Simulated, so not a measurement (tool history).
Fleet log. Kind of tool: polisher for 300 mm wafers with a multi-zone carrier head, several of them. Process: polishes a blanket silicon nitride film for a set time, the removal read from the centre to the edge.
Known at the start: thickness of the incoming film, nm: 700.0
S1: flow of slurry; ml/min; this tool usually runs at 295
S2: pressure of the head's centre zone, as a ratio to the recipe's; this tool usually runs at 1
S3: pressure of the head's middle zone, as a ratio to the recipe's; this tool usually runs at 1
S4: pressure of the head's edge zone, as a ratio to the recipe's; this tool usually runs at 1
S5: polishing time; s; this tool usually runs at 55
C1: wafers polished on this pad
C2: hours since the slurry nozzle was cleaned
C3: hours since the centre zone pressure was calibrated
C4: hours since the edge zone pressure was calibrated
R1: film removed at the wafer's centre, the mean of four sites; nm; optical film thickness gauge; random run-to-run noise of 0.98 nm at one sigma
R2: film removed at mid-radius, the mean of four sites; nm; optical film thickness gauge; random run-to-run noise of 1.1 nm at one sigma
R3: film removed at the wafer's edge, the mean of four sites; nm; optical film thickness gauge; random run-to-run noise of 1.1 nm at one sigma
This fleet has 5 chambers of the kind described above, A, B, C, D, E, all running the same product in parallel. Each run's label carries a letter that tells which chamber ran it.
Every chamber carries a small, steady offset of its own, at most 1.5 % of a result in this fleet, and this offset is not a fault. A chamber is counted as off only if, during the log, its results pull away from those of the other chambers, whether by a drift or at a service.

run,hour,S1,S2,S3,S4,S5,C1,C2,C3,C4,R1,R2,R3
1B,6.2,295,1,1,1,55,619,43.8,1028,585.2,97.902,98.935,96.505
2C,12.6,295,1,1,1,55,699,556.2,167.6,233.5,97.08,99.785,97.266
3D,17.2,295,1,1,1,55,572,559.9,309.2,1122,96.961,95.161,101.13
# hour 19.4: chamber D: centre zone pressure recalibrated
# hour 20.2: chamber E: worn pad replaced by a new one
4E,22,295,1,1,1,55,20,652.7,202.7,247.4,96.931,97.187,96.633
5A,26.8,295,1,1,1,55,709,575.7,90.5,579,94.934,97.98,99.963
6E,33.2,295,1,1,1,55,146,663.9,213.9,258.6,95.631,98.669,95.015
# hour 36.2: chamber D: edge zone pressure recalibrated
7B,38.2,295,1,1,0.9,55,980,75.8,1060,617.2,97.508,98.265,91.239
# hour 40.7: chamber C: slurry nozzle cleaned
8C,44.1,295,1,1,0.9,55,1055,3.4,199.1,265,95.564,95.897,89.524
9A,47.3,295,1,1,0.9,55,941,596.2,111,599.5,96.537,97.531,91.588
10D,50.7,295,1,1,0.9,55,949,593.4,31.4,14.5,98.85,97.828,91.929
11E,57,295,1,1,0.9,55,415,687.7,237.7,282.4,96.368,99.007,91.783
# hour 63: chamber D: worn pad replaced by a new one
12A,63,295,1,1,1,55,1118,611.9,126.7,615.2,95.841,98.331,99.622
13D,69.2,295,1,1,1,55,70,611.9,49.9,33,96.425,98.182,97.728
# hour 73.8: chamber B: worn pad replaced by a new one
14C,75.6,295,1,1,1,55,1410,34.9,230.6,296.5,93.729,93.47,92.876
15B,80.8,295,1,1,1,55,79,118.4,1102.6,659.8,96.343,97.215,99.2
16C,85.8,295,1,1,1,55,1525,45.1,240.8,306.7,91.854,93.945,91.365
# hour 86: chamber A: worn pad replaced by a new one
17E,92.5,295,1,1,1.12,55,815,723.2,273.2,317.9,97.697,98.563,104.48
18D,95.9,295,1,1,1.12,55,371,638.6,76.6,59.7,97.602,98.606,106.54
19A,99.6,295,1,1,1.12,55,153,648.5,163.3,651.8,95.665,98.195,103.98
# hour 104.3: chamber B: centre zone pressure recalibrated
20B,104.8,295,1,1,1.12,55,349,142.4,0.6,683.8,98.396,98.732,104.95
# hour 107.3: chamber D: slurry nozzle cleaned
21B,109.3,295,1,1,1.12,55,400,146.9,5.1,688.3,98.337,100.18,105.39
22E,113,295,1,1,1,55,1046,743.7,293.7,338.4,98.104,98.918,96.699
23C,118.1,295,1,1,1,55,1889,77.4,273.1,339,90.213,90.24,88.329
24D,121.3,295,1.08,1,1,55,658,14.1,102,85.1,106.86,99.102,98.665
25A,126.1,295,1.08,1,1,55,452,675,189.8,678.3,106.98,98.15,98.898
26E,130.2,295,1.08,1,1,55,1240,760.9,310.9,355.6,104.98,96.422,97.957
27A,134.5,295,1.08,1,1,55,547,683.4,198.2,686.7,106.88,99.609,98.145
28D,140.5,295,1.08,1,1,55,874,33.3,121.2,104.3,107.18,98.069,96.947
29C,144.5,295,1,1,1,55,2187,103.8,299.5,365.4,87.64,88.7,87.705
30B,149.2,295,1,1,1,55,850,186.8,45,728.2,98.629,97.251,97.1
31D,153.9,295,1,1,1,55,1025,46.7,134.6,117.7,98.767,96.462,98.995
# hour 157.2: chamber E: worn pad replaced by a new one
32E,158,295,1,1,1,55,9,788.7,338.7,383.4,98.481,99.318,96.804
33C,161.3,295,1,1,1,55,2376,120.6,316.3,382.2,87.419,89.059,84.697

Is one chamber out of step, is the gauge drifting, or do the chambers differ by no more than their own small offsets? For an off chamber, give its letter and the likeliest cause.

It is chamber C that slowly wanders off from its peers.
Cause: removal rate lost through wear of the pad, % = 11.1.

Here are 4 candidates for chamber C's next run, each the usual settings with a change, their results left as question marks. Which one brings its results back in line with what the others give on the usual settings?
In line here means within this much of the mean the other chambers give on the usual settings: R1 3.4 nm; R2 3.7 nm; R3 4 nm
34C-1,166.5,300,0.99,0.98,1.03,66,,,,,?,?,?
34C-2,166.5,295,1.01,1.02,0.97,45,,,,,?,?,?
34C-3,166.5,295,1.01,1.01,0.98,48,,,,,?,?,?
34C-4,166.5,295,0.99,0.99,1.02,62,,,,,?,?,?

The other chambers' mean on the usual settings: R1 97.637 nm; R2 97.835 nm; R3 98.13 nm
run,R1,R2,R3
34C-1,103.83,102.62,104.97
34C-2,72.227,72.472,69.188
34C-3,77.037,76.604,74.212
34C-4,97.367,97.148,97.951
The right change is 34C-4: it brings the chamber back within the allowed miss of the others.
